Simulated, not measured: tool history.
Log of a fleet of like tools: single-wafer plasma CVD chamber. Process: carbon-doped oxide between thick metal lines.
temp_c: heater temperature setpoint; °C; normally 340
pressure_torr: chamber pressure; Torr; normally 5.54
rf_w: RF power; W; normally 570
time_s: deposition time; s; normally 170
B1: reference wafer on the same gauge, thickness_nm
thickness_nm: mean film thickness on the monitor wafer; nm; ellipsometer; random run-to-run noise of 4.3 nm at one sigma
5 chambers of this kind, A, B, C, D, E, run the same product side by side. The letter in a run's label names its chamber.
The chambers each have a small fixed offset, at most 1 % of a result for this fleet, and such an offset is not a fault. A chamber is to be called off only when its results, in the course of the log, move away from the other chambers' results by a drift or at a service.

run 1B hour=8.5 | temp_c=340 pressure_torr=5.54 rf_w=570 time_s=170 | B1=867.34 | thickness_nm=965.32
run 2E hour=17.9 | temp_c=340 pressure_torr=5.54 rf_w=570 time_s=170 | B1=866.56 | thickness_nm=963.15
run 3C hour=27.1 | temp_c=340 pressure_torr=5.54 rf_w=570 time_s=170 | B1=865.50 | thickness_nm=967.83
run 4D hour=31.7 | temp_c=340 pressure_torr=5.54 rf_w=570 time_s=170 | B1=866.92 | thickness_nm=972.90
run 5A hour=38.6 | temp_c=340 pressure_torr=5.54 rf_w=570 time_s=170 | B1=865.16 | thickness_nm=977.64
run 6C hour=48.1 | temp_c=340 pressure_torr=5.54 rf_w=570 time_s=170 | B1=865.69 | thickness_nm=962.15
run 7D hour=54.3 | temp_c=340 pressure_torr=5.54 rf_w=570 time_s=170 | B1=866.92 | thickness_nm=975.30
run 8E hour=63.0 | temp_c=340 pressure_torr=5.54 rf_w=570 time_s=170 | B1=865.69 | thickness_nm=968.52
run 9A hour=69.3 | temp_c=340 pressure_torr=5.54 rf_w=570 time_s=170 | B1=866.34 | thickness_nm=969.00
run 10B hour=75.3 | temp_c=340 pressure_torr=4.54 rf_w=570 time_s=170 | B1=864.96 | thickness_nm=933.33
-- hour=80.5 chamber A: RF generator calibrated
run 11A hour=84.1 | temp_c=340 pressure_torr=4.54 rf_w=570 time_s=170 | B1=865.72 | thickness_nm=949.32
run 12E hour=90.5 | temp_c=340 pressure_torr=4.54 rf_w=570 time_s=170 | B1=867.04 | thickness_nm=931.30
run 13D hour=97.3 | temp_c=340 pressure_torr=4.54 rf_w=570 time_s=170 | B1=866.04 | thickness_nm=937.43
run 14C hour=107.0 | temp_c=340 pressure_torr=4.54 rf_w=570 time_s=170 | B1=865.12 | thickness_nm=933.45
run 15B hour=114.9 | temp_c=340 pressure_torr=5.54 rf_w=570 time_s=170 | B1=865.44 | thickness_nm=961.95
run 16A hour=122.7 | temp_c=340 pressure_torr=5.54 rf_w=570 time_s=170 | B1=866.90 | thickness_nm=968.68
run 17D hour=128.7 | temp_c=340 pressure_torr=5.54 rf_w=570 time_s=170 | B1=864.80 | thickness_nm=978.78
run 18B hour=135.6 | temp_c=340 pressure_torr=5.54 rf_w=660 time_s=197 | B1=865.88 | thickness_nm=1214.40
run 19E hour=145.2 | temp_c=340 pressure_torr=5.54 rf_w=660 time_s=197 | B1=866.62 | thickness_nm=1227.60
run 20C hour=150.5 | temp_c=340 pressure_torr=5.54 rf_w=660 time_s=197 | B1=866.21 | thickness_nm=1215.50
run 21D hour=158.7 | temp_c=340 pressure_torr=5.54 rf_w=660 time_s=197 | B1=866.27 | thickness_nm=1231.20
run 22A hour=167.0 | temp_c=340 pressure_torr=5.54 rf_w=660 time_s=197 | B1=867.63 | thickness_nm=1226.00
run 23B hour=174.1 | temp_c=340 pressure_torr=5.54 rf_w=570 time_s=170 | B1=865.51 | thickness_nm=945.80
run 24E hour=180.0 | temp_c=340 pressure_torr=5.98 rf_w=570 time_s=143 | B1=866.00 | thickness_nm=811.11
run 25C hour=187.7 | temp_c=340 pressure_torr=5.98 rf_w=570 time_s=143 | B1=865.69 | thickness_nm=818.54
run 26C hour=193.6 | temp_c=340 pressure_torr=5.98 rf_w=570 time_s=143 | B1=865.34 | thickness_nm=811.80
run 27A hour=202.3 | temp_c=340 pressure_torr=5.98 rf_w=570 time_s=143 | B1=866.11 | thickness_nm=832.28
run 28B hour=209.6 | temp_c=340 pressure_torr=5.98 rf_w=570 time_s=143 | B1=866.15 | thickness_nm=801.06
run 29E hour=215.4 | temp_c=340 pressure_torr=5.54 rf_w=570 time_s=170 | B1=866.12 | thickness_nm=958.76
run 30D hour=223.3 | temp_c=340 pressure_torr=5.54 rf_w=570 time_s=170 | B1=866.32 | thickness_nm=968.80
run 31B hour=232.3 | temp_c=340 pressure_torr=5.54 rf_w=570 time_s=170 | B1=866.55 | thickness_nm=933.37
run 32E hour=236.7 | temp_c=340 pressure_torr=4.91 rf_w=570 time_s=170 | B1=866.92 | thickness_nm=937.04
run 33A hour=244.1 | temp_c=340 pressure_torr=4.91 rf_w=570 time_s=170 | B1=865.92 | thickness_nm=954.45
run 34C hour=250.6 | temp_c=340 pressure_torr=4.91 rf_w=570 time_s=170 | B1=866.45 | thickness_nm=941.93
run 35D hour=255.7 | temp_c=340 pressure_torr=4.91 rf_w=570 time_s=170 | B1=866.69 | thickness_nm=964.44
run 36D hour=264.8 | temp_c=340 pressure_torr=4.91 rf_w=570 time_s=170 | B1=866.49 | thickness_nm=954.05
run 37B hour=269.2 | temp_c=340 pressure_torr=5.54 rf_w=570 time_s=170 | B1=866.91 | thickness_nm=930.34
run 38A hour=276.8 | temp_c=340 pressure_torr=5.54 rf_w=570 time_s=170 | B1=866.39 | thickness_nm=976.48

What goes on in this fleet: one chamber off, a drifting gauge, or nothing beyond the chambers' own small offsets? Name the chamber and the cause, if any.

Chamber B drifts away from the others.
Likeliest cause: delivered RF power below the setpoint (%) = 7.86.

Below are 4 candidate recipes for chamber B's next run, each the usual settings with a change, their results shown as question marks. Which of them brings B's results back in line with what the other chambers give on the usual settings?
To be in line, a result may differ from the other chambers' mean on the usual settings by at most: thickness_nm 15.00 nm
run 39B-1 hour=283.7 | temp_c=340 pressure_torr=5.60 rf_w=570 time_s=178 | thickness_nm=?
run 39B-2 hour=283.7 | temp_c=340 pressure_torr=5.60 rf_w=590 time_s=170 | thickness_nm=?
run 39B-3 hour=283.7 | temp_c=341 pressure_torr=5.54 rf_w=550 time_s=170 | thickness_nm=?
run 39B-4 hour=283.7 | temp_c=340 pressure_torr=5.48 rf_w=570 time_s=162 | thickness_nm=?

On the usual settings, the other chambers give on average: thickness_nm 966.98 nm
run=39B-1 thickness_nm=964.82
run=39B-2 thickness_nm=941.50
run=39B-3 thickness_nm=897.83
run=39B-4 thickness_nm=876.00
39B-1 puts the chamber back in line with the other chambers.

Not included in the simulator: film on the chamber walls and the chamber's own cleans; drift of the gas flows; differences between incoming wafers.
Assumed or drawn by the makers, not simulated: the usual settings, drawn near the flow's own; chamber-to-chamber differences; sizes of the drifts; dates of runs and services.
